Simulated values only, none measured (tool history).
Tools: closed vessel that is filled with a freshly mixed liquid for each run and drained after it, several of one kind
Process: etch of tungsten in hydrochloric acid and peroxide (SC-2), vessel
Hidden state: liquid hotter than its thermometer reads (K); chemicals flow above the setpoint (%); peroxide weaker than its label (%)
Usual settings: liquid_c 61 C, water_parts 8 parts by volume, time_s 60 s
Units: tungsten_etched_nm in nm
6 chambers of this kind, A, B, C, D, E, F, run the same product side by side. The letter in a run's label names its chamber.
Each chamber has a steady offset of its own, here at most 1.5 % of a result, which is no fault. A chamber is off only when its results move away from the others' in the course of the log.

run,hour,liquid_c,water_parts,time_s,hours since the thermometer was replaced,hours since the chemicals flow meter was replaced,hours since the drum of peroxide was connected,"read-back film thickness of the tungsten reference wafer, read on the same gauge (nm)",tungsten_etched_nm
1A,9.2,61,8,60,2295.6,1220.9,447.1,29.987,23.007
2C,18.6,61,8,60,1424.7,780.1,446.7,29.994,23.405
3B,28,61,8,60,556.6,1027.8,267.2,29.945,23.244
4E,38.9,61,8,60,327.3,1479.7,343.8,30.02,23.766
5F,49.7,61,8,60,412.1,804.2,1067.7,30.01,23.094
6D,58.7,61,8,60,457.4,576,274.7,29.983,23.13
# hour 65.7: chamber A: new drum of peroxide connected
7A,67.1,61,8,60,2353.5,1278.8,1.4,29.967,24.06
8B,76.3,61,8,60,604.9,1076.1,315.5,30.003,23.362
# hour 81.5: chamber C: new drum of peroxide connected
9D,85.8,61,8,60,484.5,603.1,301.8,29.991,23.453
10F,94.8,61,4.5,35,457.2,849.3,1112.8,30.049,21.196
11E,102,61,4.5,35,390.4,1542.8,406.9,29.993,21.049
12C,112.8,61,4.5,35,1518.9,874.3,31.4,30.009,21.614
13C,119.7,61,4.5,35,1525.8,881.2,38.3,30.047,21.064
14B,130.8,61,4.5,35,659.4,1130.6,370,30.011,20.893
15F,137.1,61,4.5,35,499.5,891.6,1155.1,30.002,21.581
16E,147.7,61,8,60,436.1,1588.5,452.6,30.04,23.485
17D,158.1,61,8,60,556.8,675.4,374.1,29.982,23.129
18A,167.7,61,8,60,2454.1,1379.4,102,30.014,23.719
19B,174.4,61,8,60,703,1174.2,413.6,30.036,23.28
20A,183.8,61,8,60,2470.2,1395.5,118.1,30.007,23.208
21E,191.1,61,8,60,479.5,1631.9,496,29.985,23.411
22C,196.3,61,8,60,1602.4,957.8,114.9,30.015,23.122
23D,206.2,61,8,60,604.9,723.5,422.2,29.994,23.66
24F,214.5,61,8,60,576.9,969,1232.5,29.996,24.898
# hour 215.7: chamber E: new drum of peroxide connected
25A,221.7,61,8,60,2508.1,1433.4,156,30.015,23.541
26D,230.9,61,8,60,629.6,748.2,446.9,29.988,23.429
# hour 235.1: chamber A: thermometer replaced
27C,237.7,61,8,60,1643.8,999.2,156.3,29.992,23.647
28E,247.3,61,8,60,535.7,1688.1,31.7,30.008,23.726
29F,255.6,61,8,60,618,1010.1,1273.6,29.995,25.566
30B,260.9,61,8,60,789.5,1260.7,500.1,30.039,23.583
31A,271.7,61,8,60,36.7,1483.4,206,29.995,23.438
32C,280.5,61,8,60,1686.6,1042,199.1,30.011,23.575
33D,288.6,61,8,60,687.3,805.9,504.6,30.004,23.666
# hour 293.1: chamber F: chemicals flow meter replaced
34B,297.7,61,8,60,826.3,1297.5,536.9,30.011,23.274
35E,304.8,61,8,60,593.2,1745.6,89.2,30.002,23.564
36F,315.7,61,8,60,678.1,22.6,1333.7,29.986,25.909
37E,322.5,61,6,60,610.9,1763.3,106.9,29.987,29.509

What goes on in this fleet: one chamber off, a drifting gauge, or nothing beyond the chambers' own small offsets? Name the chamber and the cause, if any.

Chamber F drifts away from the others.
Cause: liquid hotter than its thermometer reads (K) = 2.17.

Here are 4 candidates for chamber F's next run, each the usual settings with a change, their results left as question marks. Which one brings its results back in line with what the others give on the usual settings?
In line means no further than this from the other chambers' mean on the usual settings: tungsten_etched_nm 0.78 nm
38F-1,330.5,59,8,60,,,,,?
38F-2,330.5,59.5,8.5,55,,,,,?
38F-3,330.5,61,6,60,,,,,?
38F-4,330.5,61,7.5,65,,,,,?

The other chambers' mean on the usual settings: tungsten_etched_nm 23.469 nm
run,tungsten_etched_nm
38F-1,23.732
38F-2,21.37
38F-3,33.723
38F-4,30.675
38F-1 brings the chamber back in line.

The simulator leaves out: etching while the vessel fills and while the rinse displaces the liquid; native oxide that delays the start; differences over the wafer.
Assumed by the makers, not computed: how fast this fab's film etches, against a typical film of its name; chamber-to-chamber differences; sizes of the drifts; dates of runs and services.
